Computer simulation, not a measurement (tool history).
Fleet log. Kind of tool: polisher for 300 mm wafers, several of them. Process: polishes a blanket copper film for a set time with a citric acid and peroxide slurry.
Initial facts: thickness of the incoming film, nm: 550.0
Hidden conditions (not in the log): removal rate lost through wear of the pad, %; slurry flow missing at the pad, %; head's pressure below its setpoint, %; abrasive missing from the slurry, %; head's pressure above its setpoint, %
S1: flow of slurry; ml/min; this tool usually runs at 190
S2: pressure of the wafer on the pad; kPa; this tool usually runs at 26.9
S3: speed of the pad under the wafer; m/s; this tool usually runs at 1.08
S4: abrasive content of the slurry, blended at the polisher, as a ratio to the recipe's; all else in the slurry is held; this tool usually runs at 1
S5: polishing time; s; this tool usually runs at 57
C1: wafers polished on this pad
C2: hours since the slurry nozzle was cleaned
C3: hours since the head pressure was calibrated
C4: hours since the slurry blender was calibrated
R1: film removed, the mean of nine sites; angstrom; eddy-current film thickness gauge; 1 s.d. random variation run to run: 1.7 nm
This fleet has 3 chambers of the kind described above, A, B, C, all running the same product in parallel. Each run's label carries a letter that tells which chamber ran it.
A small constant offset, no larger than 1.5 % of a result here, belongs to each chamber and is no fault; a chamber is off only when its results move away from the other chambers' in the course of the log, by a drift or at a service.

Run 1C, hour 4: usual settings; C1 60; C2 337.9; C3 588.3; C4 399.3. Result: R1 1541.3 angstrom.
Run 2B, hour 8.1: usual settings; C1 636; C2 105; C3 455.2; C4 23.3. Result: R1 1541.9 angstrom.
At hour 9.6: chamber B: worn pad replaced by a new one.
Run 3A, hour 10.5: usual settings; C1 803; C2 342.8; C3 456.9; C4 19.8. Result: R1 1520.5 angstrom.
Run 4A, hour 13: usual settings; C1 830; C2 345.3; C3 459.4; C4 22.3. Result: R1 1574.9 angstrom.
Run 5C, hour 17.7: usual settings; C1 207; C2 351.6; C3 602; C4 413. Result: R1 1520.5 angstrom.
At hour 19.6: chamber A: worn pad replaced by a new one.
Run 6B, hour 21.2: usual settings; C1 124; C2 118.1; C3 468.3; C4 36.4. Result: R1 1525.5 angstrom.
Run 7B, hour 24.2: usual settings but S3 1.42 m/s; C1 156; C2 121.1; C3 471.3; C4 39.4. Result: R1 2013.8 angstrom.
Run 8A, hour 28.4: usual settings but S3 1.42 m/s; C1 94; C2 360.7; C3 474.8; C4 37.7. Result: R1 2006.5 angstrom.
Run 9C, hour 31.7: usual settings but S3 1.42 m/s; C1 357; C2 365.6; C3 616; C4 427. Result: R1 1974.1 angstrom.
At hour 35.7: chamber C: slurry blender recalibrated.
Run 10B, hour 36.6: usual settings; C1 289; C2 133.5; C3 483.7; C4 51.8. Result: R1 1545.8 angstrom.
Run 11A, hour 40.1: usual settings but S2 33.1 kPa, S4 0.85; C1 219; C2 372.4; C3 486.5; C4 49.4. Result: R1 1792.8 angstrom.
Run 12C, hour 43.8: usual settings but S2 33.1 kPa, S4 0.85; C1 486; C2 377.7; C3 628.1; C4 8.1. Result: R1 1815.3 angstrom.
Run 13C, hour 47.4: usual settings but S2 33.1 kPa, S4 0.85; C1 525; C2 381.3; C3 631.7; C4 11.7. Result: R1 1797.3 angstrom.
Run 14B, hour 51.2: usual settings; C1 445; C2 148.1; C3 498.3; C4 66.4. Result: R1 1565.2 angstrom.
At hour 51.6: chamber C: slurry nozzle cleaned.
Run 15A, hour 54.6: usual settings; C1 374; C2 386.9; C3 501; C4 63.9. Result: R1 1494.7 angstrom.
At hour 56.4: chamber C: worn pad replaced by a new one.
Run 16A, hour 57.2: usual settings; C1 402; C2 389.5; C3 503.6; C4 66.5. Result: R1 1536.5 angstrom.
Run 17B, hour 60.2: usual settings; C1 541; C2 157.1; C3 507.3; C4 75.4. Result: R1 1541.5 angstrom.
Run 18C, hour 64.2: usual settings; C1 84; C2 12.7; C3 648.5; C4 28.5. Result: R1 1533.2 angstrom.
Run 19B, hour 67.9: usual settings; C1 623; C2 164.8; C3 515; C4 83.1. Result: R1 1534.4 angstrom.
Run 20C, hour 71.6: usual settings; C1 163; C2 20.1; C3 655.9; C4 35.9. Result: R1 1520.6 angstrom.
Run 21A, hour 74.6: usual settings; C1 588; C2 406.9; C3 521; C4 83.9. Result: R1 1501 angstrom.
Run 22B, hour 78.7: usual settings; C1 739; C2 175.6; C3 525.8; C4 93.9. Result: R1 1552.6 angstrom.
At hour 80.7: chamber B: worn pad replaced by a new one.
Run 23A, hour 82.8: usual settings; C1 676; C2 415.1; C3 529.2; C4 92.1. Result: R1 1455.8 angstrom.
Run 24C, hour 86.3: usual settings; C1 320; C2 34.8; C3 670.6; C4 50.6. Result: R1 1576.9 angstrom.
Run 25C, hour 89: usual settings; C1 349; C2 37.5; C3 673.3; C4 53.3. Result: R1 1546.1 angstrom.
Run 26A, hour 91.8: usual settings but S1 245 ml/min; C1 772; C2 424.1; C3 538.2; C4 101.1. Result: R1 1533.8 angstrom.
Run 27B, hour 96.6: usual settings but S1 245 ml/min; C1 170; C2 193.5; C3 543.7; C4 111.8. Result: R1 1601.5 angstrom.
Run 28B, hour 101.4: usual settings but S1 245 ml/min; C1 222; C2 198.3; C3 548.5; C4 116.6. Result: R1 1608.1 angstrom.
Run 29A, hour 104.5: usual settings; C1 908; C2 436.8; C3 550.9; C4 113.8. Result: R1 1457 angstrom.
At hour 105.2: chamber C: worn pad replaced by a new one.
Run 30C, hour 108.6: usual settings; C1 37; C2 57.1; C3 692.9; C4 72.9. Result: R1 1518.6 angstrom.
Run 31C, hour 113: usual settings; C1 84; C2 61.5; C3 697.3; C4 77.3. Result: R1 1553 angstrom.
Run 32A, hour 117.2: usual settings; C1 1044; C2 449.5; C3 563.6; C4 126.5. Result: R1 1441.2 angstrom.
Run 33B, hour 121.3: usual settings; C1 434; C2 218.2; C3 568.4; C4 136.5. Result: R1 1543.2 angstrom.
Run 34B, hour 126.4: usual settings; C1 489; C2 223.3; C3 573.5; C4 141.6. Result: R1 1530.5 angstrom.

Which is it: a chamber that has drifted or been left off by a service, a gauge drift common to all chambers, or only each chamber's usual small offset? If a chamber is off, name it and its likeliest cause.

One chamber, A, drifts off from the rest bit by bit.
Most likely cause: head's pressure below its setpoint, % = 7.27.
The log might look much the same if the cause were instead: slurry flow missing at the pad, %; abrasive missing from the slurry, %.

Chamber A could run next with any of the 4 candidate recipes listed below; each alters the usual settings, and their results appear as question marks. Which one brings its results back in line with what the other chambers deliver on the usual settings?
A result is in line if it is within this distance of the other chambers' mean on the usual settings: R1 60 angstrom
Run 35A-1, hour 130.2: usual settings but S2 24.8 kPa, S3 1 m/s. Result: R1 ?.
Run 35A-2, hour 130.2: usual settings but S2 26.2 kPa, S5 55 s. Result: R1 ?.
Run 35A-3, hour 130.2: usual settings but S2 27.6 kPa, S5 59 s. Result: R1 ?.
Run 35A-4, hour 130.2: usual settings but S1 195 ml/min, S5 65 s. Result: R1 ?.

On the usual settings, the other chambers give on average: R1 1540.1 angstrom
  run      R1
35A-1  1235.4
35A-2    1358
35A-3  1533.2
35A-4  1652.9
35A-3 is the one that brings the chamber's results back in line with the other chambers.

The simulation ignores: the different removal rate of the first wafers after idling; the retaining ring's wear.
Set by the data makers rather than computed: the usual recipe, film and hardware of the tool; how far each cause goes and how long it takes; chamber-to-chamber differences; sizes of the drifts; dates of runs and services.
